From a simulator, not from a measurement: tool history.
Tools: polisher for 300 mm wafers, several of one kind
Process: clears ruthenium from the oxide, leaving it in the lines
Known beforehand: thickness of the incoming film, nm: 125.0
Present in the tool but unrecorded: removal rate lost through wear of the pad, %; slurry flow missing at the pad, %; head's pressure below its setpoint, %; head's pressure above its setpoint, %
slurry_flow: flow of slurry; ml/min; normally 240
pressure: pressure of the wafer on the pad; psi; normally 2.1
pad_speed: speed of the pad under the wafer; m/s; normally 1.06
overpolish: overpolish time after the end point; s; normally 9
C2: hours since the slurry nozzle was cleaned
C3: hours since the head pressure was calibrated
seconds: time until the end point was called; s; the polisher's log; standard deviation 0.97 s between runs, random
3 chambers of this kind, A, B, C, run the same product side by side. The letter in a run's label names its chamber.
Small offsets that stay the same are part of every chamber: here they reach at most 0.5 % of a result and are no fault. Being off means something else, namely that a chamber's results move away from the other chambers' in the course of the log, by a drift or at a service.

Run 1B, hour 2.6: usual settings; wafers polished on this pad 358; C2 89.6; C3 158.5. Result: seconds 96.065 s.
Run 2C, hour 6.2: usual settings; wafers polished on this pad 479; C2 303.5; C3 21. Result: seconds 97.9 s.
Run 3A, hour 9.2: usual settings; wafers polished on this pad 302; C2 133.6; C3 740.1. Result: seconds 97.046 s.
Run 4A, hour 13: usual settings; wafers polished on this pad 333; C2 137.4; C3 743.9. Result: seconds 96.118 s.
Run 5B, hour 16.1: usual settings; wafers polished on this pad 469; C2 103.1; C3 172. Result: seconds 95.529 s.
Run 6C, hour 20.2: usual settings; wafers polished on this pad 595; C2 317.5; C3 35. Result: seconds 95.205 s.
Run 7B, hour 22.5: usual settings; wafers polished on this pad 523; C2 109.5; C3 178.4. Result: seconds 95.615 s.
Run 8A, hour 25.3: usual settings; wafers polished on this pad 435; C2 149.7; C3 756.2. Result: seconds 96.656 s.
At hour 25.6: chamber A: worn pad replaced by a new one.
Run 9C, hour 27.3: usual settings but slurry_flow 290 ml/min; wafers polished on this pad 653; C2 324.6; C3 42.1. Result: seconds 94.781 s.
Run 10A, hour 30.3: usual settings but slurry_flow 290 ml/min; wafers polished on this pad 39; C2 154.7; C3 761.2. Result: seconds 93.505 s.
Run 11B, hour 32.2: usual settings but slurry_flow 290 ml/min; wafers polished on this pad 603; C2 119.2; C3 188.1. Result: seconds 92.943 s.
Run 12C, hour 35.1: usual settings but overpolish 5 s; wafers polished on this pad 718; C2 332.4; C3 49.9. Result: seconds 97.475 s.
At hour 37: chamber C: worn pad replaced by a new one.
At hour 38.5: chamber B: worn pad replaced by a new one.
Run 13A, hour 38.7: usual settings but overpolish 5 s; wafers polished on this pad 108; C2 163.1; C3 769.6. Result: seconds 94.387 s.
Run 14C, hour 42: usual settings but overpolish 5 s; wafers polished on this pad 42; C2 339.3; C3 56.8. Result: seconds 94.393 s.
Run 15B, hour 46.2: usual settings; wafers polished on this pad 64; C2 133.2; C3 202.1. Result: seconds 93.072 s.
Run 16B, hour 48.9: usual settings but slurry_flow 300 ml/min; wafers polished on this pad 86; C2 135.9; C3 204.8. Result: seconds 90.839 s.
Run 17C, hour 51.2: usual settings but slurry_flow 300 ml/min; wafers polished on this pad 118; C2 348.5; C3 66. Result: seconds 93.916 s.
Run 18A, hour 53.8: usual settings but slurry_flow 300 ml/min; wafers polished on this pad 234; C2 178.2; C3 784.7. Result: seconds 94.819 s.
Run 19B, hour 57.8: usual settings; wafers polished on this pad 160; C2 144.8; C3 213.7. Result: seconds 91.211 s.
Run 20A, hour 59.7: usual settings but pressure 2.4 psi; wafers polished on this pad 282; C2 184.1; C3 790.6. Result: seconds 83.833 s.
Run 21C, hour 62.2: usual settings but pressure 2.4 psi; wafers polished on this pad 209; C2 359.5; C3 77. Result: seconds 84.562 s.
Run 22C, hour 65.7: usual settings but pressure 2.4 psi; wafers polished on this pad 238; C2 363; C3 80.5. Result: seconds 83.732 s.
Run 23B, hour 68.2: usual settings; wafers polished on this pad 246; C2 155.2; C3 224.1. Result: seconds 91.098 s.
Run 24A, hour 70.7: usual settings; wafers polished on this pad 374; C2 195.1; C3 801.6. Result: seconds 97.34 s.
Run 25A, hour 74.5: usual settings; wafers polished on this pad 405; C2 198.9; C3 805.4. Result: seconds 95.95 s.
Run 26B, hour 77.9: usual settings; wafers polished on this pad 326; C2 164.9; C3 233.8. Result: seconds 90.355 s.

Predict what each chamber gives when all 3 of them run the settings below next.
Run 27A, hour 81: usual settings. Result: seconds ?.
Run 27B, hour 81: usual settings. Result: seconds ?.
Run 27C, hour 81: usual settings. Result: seconds ?.

run  seconds
27A   95.369
27B   91.454
27C   95.927
